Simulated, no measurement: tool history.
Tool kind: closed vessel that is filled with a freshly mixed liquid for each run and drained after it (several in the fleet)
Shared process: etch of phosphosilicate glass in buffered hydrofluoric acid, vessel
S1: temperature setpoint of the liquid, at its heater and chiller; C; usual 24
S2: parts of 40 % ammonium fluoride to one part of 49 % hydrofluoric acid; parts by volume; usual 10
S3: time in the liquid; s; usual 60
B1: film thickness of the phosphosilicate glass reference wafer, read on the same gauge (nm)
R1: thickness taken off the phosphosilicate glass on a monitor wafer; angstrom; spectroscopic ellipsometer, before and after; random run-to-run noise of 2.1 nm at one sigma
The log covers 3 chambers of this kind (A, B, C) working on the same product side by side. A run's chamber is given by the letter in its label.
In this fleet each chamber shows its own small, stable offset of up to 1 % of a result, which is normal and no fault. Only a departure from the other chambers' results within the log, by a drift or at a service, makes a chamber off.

Run 1A, hour 7.8: usual settings; B1 89.991. Result: R1 2768.6 angstrom.
Run 2C, hour 14.5: usual settings; B1 90.029. Result: R1 2727 angstrom.
Run 3B, hour 22.5: usual settings; B1 89.975. Result: R1 2736.3 angstrom.
At hour 27.4: chamber B: thermometer replaced.
Run 4B, hour 31.4: usual settings; B1 90.015. Result: R1 2695.7 angstrom.
Run 5C, hour 39.4: usual settings; B1 89.969. Result: R1 2731.7 angstrom.
Run 6A, hour 50.7: usual settings; B1 89.988. Result: R1 2750.5 angstrom.
Run 7B, hour 62.2: usual settings; B1 90.004. Result: R1 2758 angstrom.
Run 8C, hour 69.8: usual settings; B1 90.013. Result: R1 2717.8 angstrom.
At hour 73: chamber A: hydrofluoric acid flow meter replaced.
Run 9A, hour 75.7: usual settings; B1 90.046. Result: R1 2732.3 angstrom.
Run 10A, hour 86: usual settings; B1 90.002. Result: R1 2727.6 angstrom.
Run 11C, hour 95.3: usual settings; B1 90.026. Result: R1 2713.9 angstrom.
Run 12B, hour 102.8: usual settings; B1 89.987. Result: R1 2747.1 angstrom.
Run 13C, hour 113.8: usual settings; B1 89.983. Result: R1 2721.1 angstrom.
At hour 121.2: chamber B: hydrofluoric acid flow meter replaced.
Run 14B, hour 121.9: usual settings; B1 90.016. Result: R1 2724.6 angstrom.
Run 15A, hour 130.6: usual settings; B1 90.007. Result: R1 2717 angstrom.
Run 16B, hour 142.5: usual settings; B1 89.999. Result: R1 2738.5 angstrom.
Run 17C, hour 150.2: usual settings but S2 7 parts by volume; B1 89.976. Result: R1 3844.7 angstrom.
Run 18A, hour 156.8: usual settings but S2 7 parts by volume; B1 89.988. Result: R1 3853.1 angstrom.
Run 19B, hour 167.7: usual settings but S2 7 parts by volume; B1 90.005. Result: R1 3832.7 angstrom.
Run 20C, hour 179.4: usual settings; B1 90.011. Result: R1 2819.1 angstrom.
Run 21A, hour 191: usual settings; B1 89.995. Result: R1 2722.7 angstrom.
Run 22A, hour 196.2: usual settings; B1 89.98. Result: R1 2761.5 angstrom.
Run 23C, hour 205.5: usual settings; B1 89.977. Result: R1 2793.1 angstrom.
Run 24B, hour 216.4: usual settings; B1 90.022. Result: R1 2719.5 angstrom.
Run 25B, hour 223.2: usual settings; B1 89.967. Result: R1 2734.8 angstrom.
Run 26C, hour 232.4: usual settings; B1 90.017. Result: R1 2867.7 angstrom.
Run 27A, hour 242.5: usual settings; B1 90.033. Result: R1 2749.7 angstrom.
Run 28B, hour 252.1: usual settings; B1 90.044. Result: R1 2696.7 angstrom.
Run 29A, hour 260: usual settings; B1 89.976. Result: R1 2726.2 angstrom.
Run 30C, hour 270.5: usual settings; B1 89.955. Result: R1 2881.7 angstrom.
Run 31C, hour 278.9: usual settings; B1 89.977. Result: R1 2915 angstrom.
Run 32A, hour 287.6: usual settings; B1 89.968. Result: R1 2769.4 angstrom.
Run 33B, hour 298: usual settings; B1 90.007. Result: R1 2736.9 angstrom.
Run 34B, hour 303.7: usual settings; B1 90.007. Result: R1 2728 angstrom.

Is one chamber out of step, is the gauge drifting, or do the chambers differ by no more than their own small offsets? For an off chamber, give its letter and the likeliest cause.

It is chamber C that slowly wanders off from its peers.
What lies behind it: liquid hotter than its thermometer reads (K) = 1.48.
From this log alone, it may not be told apart from: hydrofluoric acid flow above the setpoint (%).

Below are 4 candidate recipes for chamber C's next run, each the usual settings with a change, their results shown as question marks. Which of them brings C's results back in line with what the other chambers give on the usual settings?
Maximum distance from the other chambers' mean on the usual settings for a result to count as in line: R1 75 angstrom
Run 35C-1, hour 312.2: usual settings but S1 25.5 C. Result: R1 ?.
Run 35C-2, hour 312.2: usual settings but S3 55 s. Result: R1 ?.
Run 35C-3, hour 312.2: usual settings but S2 10.5 parts by volume, S3 55 s. Result: R1 ?.
Run 35C-4, hour 312.2: usual settings but S1 25 C, S2 9 parts by volume. Result: R1 ?.

Mean of the other chambers on the usual settings: R1 2736.2 angstrom
  run      R1
35C-1  3191.1
35C-2  2700.2
35C-3  2576.2
35C-4  3317.2
35C-2 puts the chamber back in line with the other chambers.

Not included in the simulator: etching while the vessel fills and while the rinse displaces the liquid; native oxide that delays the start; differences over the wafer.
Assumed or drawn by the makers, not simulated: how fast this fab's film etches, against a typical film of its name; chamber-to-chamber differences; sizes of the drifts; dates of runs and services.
